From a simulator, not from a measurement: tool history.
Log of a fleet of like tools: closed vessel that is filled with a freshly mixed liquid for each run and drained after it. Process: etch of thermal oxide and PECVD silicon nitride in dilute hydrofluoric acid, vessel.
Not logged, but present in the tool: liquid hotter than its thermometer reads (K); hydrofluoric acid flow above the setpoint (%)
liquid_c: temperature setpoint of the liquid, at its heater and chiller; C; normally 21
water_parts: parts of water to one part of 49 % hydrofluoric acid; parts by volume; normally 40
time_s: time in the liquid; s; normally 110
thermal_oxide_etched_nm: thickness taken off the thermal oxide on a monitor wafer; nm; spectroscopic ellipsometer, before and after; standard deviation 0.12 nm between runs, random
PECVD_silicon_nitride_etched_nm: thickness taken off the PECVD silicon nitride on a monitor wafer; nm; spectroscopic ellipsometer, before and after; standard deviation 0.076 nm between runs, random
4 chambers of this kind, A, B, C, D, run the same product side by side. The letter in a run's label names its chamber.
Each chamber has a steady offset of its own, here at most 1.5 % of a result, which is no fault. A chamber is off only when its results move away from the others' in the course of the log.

run	day	liquid_c	water_parts	time_s	hours since the thermometer was replaced	hours since the hydrofluoric acid flow meter was replaced	read-back film thickness of the thermal oxide reference wafer, read on the same gauge (nm)	read-back film thickness of the PECVD silicon nitride reference wafer, read on the same gauge (nm)	thermal_oxide_etched_nm	PECVD_silicon_nitride_etched_nm
1D	0.212	21	40	110	2060.3	488.8	89.995	99.989	12.444	8.515
# day 0.329: chamber B: thermometer replaced
2B	0.562	21	40	110	5.6	687.9	89.996	99.985	12.619	8.44
3A	0.796	21	40	110	908.7	208.5	89.984	99.999	12.53	8.6463
4C	1.125	21	40	110	954.3	697.6	89.997	100.01	12.246	8.3774
5C	1.512	21	40	110	963.6	706.9	89.985	100	12.436	8.5373
6A	1.879	21	40	110	934.7	234.5	90	99.978	12.536	8.5787
7B	2.321	21	40	110	47.8	730.1	89.987	99.993	12.964	8.5215
8D	2.529	21	40	110	2115.9	544.4	89.993	100	12.252	8.6455
# day 2.646: chamber C: thermometer replaced
9D	2.875	21	40	110	2124.2	552.7	89.997	99.994	12.188	8.6195
10B	3.158	21	40	110	67.9	750.2	90.01	99.987	12.674	8.4864
11C	3.429	21	40	110	18.8	752.9	90	99.998	12.339	8.3295
12A	3.833	21	40	110	981.6	281.4	90.022	99.97	12.426	8.4112
13B	4.054	18.5	40	165	89.4	771.7	90.006	99.976	16.987	10.772
# day 4.392: chamber D: hydrofluoric acid flow meter replaced
14D	4.404	18.5	40	165	2160.9	0.3	90.01	99.996	16.736	10.817
15C	4.862	18.5	40	165	53.2	787.3	90.011	99.978	17.215	10.728
16A	5.079	18.5	40	165	1011.5	311.3	89.998	99.989	16.705	10.839
17A	5.533	21	40	110	1022.4	322.2	89.992	100.01	12.407	8.6216
18B	5.912	21	40	110	134	816.3	89.976	100.01	12.58	8.4619
19D	6.296	21	40	110	2206.3	45.7	90.029	99.988	12.598	8.629
20C	6.562	21	40	110	94	828.1	90.028	100.01	12.502	8.4083
21A	6.838	21	40	110	1053.7	353.5	89.999	99.992	12.477	8.5698
22C	7.288	21	40	110	111.4	845.5	90.004	99.998	12.41	8.4379
23B	7.721	21	40	110	177.4	859.7	90.024	100.01	12.437	8.4116
24D	8	21	40	110	2247.2	86.6	89.989	99.991	12.439	8.4275
25A	8.229	21	40	110	1087.1	386.9	89.988	100	12.443	8.5938
26C	8.504	21	40	110	140.6	874.7	90	99.984	12.412	8.4662
27D	8.733	21	40	145	2264.8	104.2	90.003	100.01	16.35	11.26
28B	9.171	21	40	145	212.2	894.5	90.011	99.995	16.898	11.227
29C	9.633	21	40	145	167.7	901.8	90.008	99.994	16.473	10.983
30B	9.912	21	40	145	230	912.3	89.993	99.976	16.463	11.156
31D	10.179	21	40	110	2299.5	138.9	89.993	99.984	12.539	8.4637
32A	10.575	21	40	110	1143.4	443.2	89.99	99.986	12.47	8.5807
33D	10.967	21	40	110	2318.4	157.8	89.996	99.98	12.502	8.5548
34A	11.233	23.5	40	110	1159.2	459	90	100.01	13.922	10.191
35C	11.604	23.5	40	110	215	949.1	90.014	99.993	13.91	10.113
36B	11.9	23.5	40	110	277.7	960	90.005	100	14.081	10.161
37C	12.2	23.5	40	110	229.3	963.4	90.007	100.01	13.843	10.044
38A	12.546	21	40	110	1190.7	490.5	89.993	99.998	12.615	8.5118
39B	12.825	21	40	110	299.9	982.2	90.014	100.02	12.433	8.5985

Next, all 4 chambers run the settings below, one line each with question marks for the results. What does each chamber give?
40A	13.162	17.5	40	110					?	?
40B	13.162	17.5	40	110					?	?
40C	13.162	17.5	40	110					?	?
40D	13.162	17.5	40	110					?	?

run	thermal_oxide_etched_nm	PECVD_silicon_nitride_etched_nm
40A	10.824	6.7127
40B	10.765	6.626
40C	10.748	6.6388
40D	10.73	6.7132

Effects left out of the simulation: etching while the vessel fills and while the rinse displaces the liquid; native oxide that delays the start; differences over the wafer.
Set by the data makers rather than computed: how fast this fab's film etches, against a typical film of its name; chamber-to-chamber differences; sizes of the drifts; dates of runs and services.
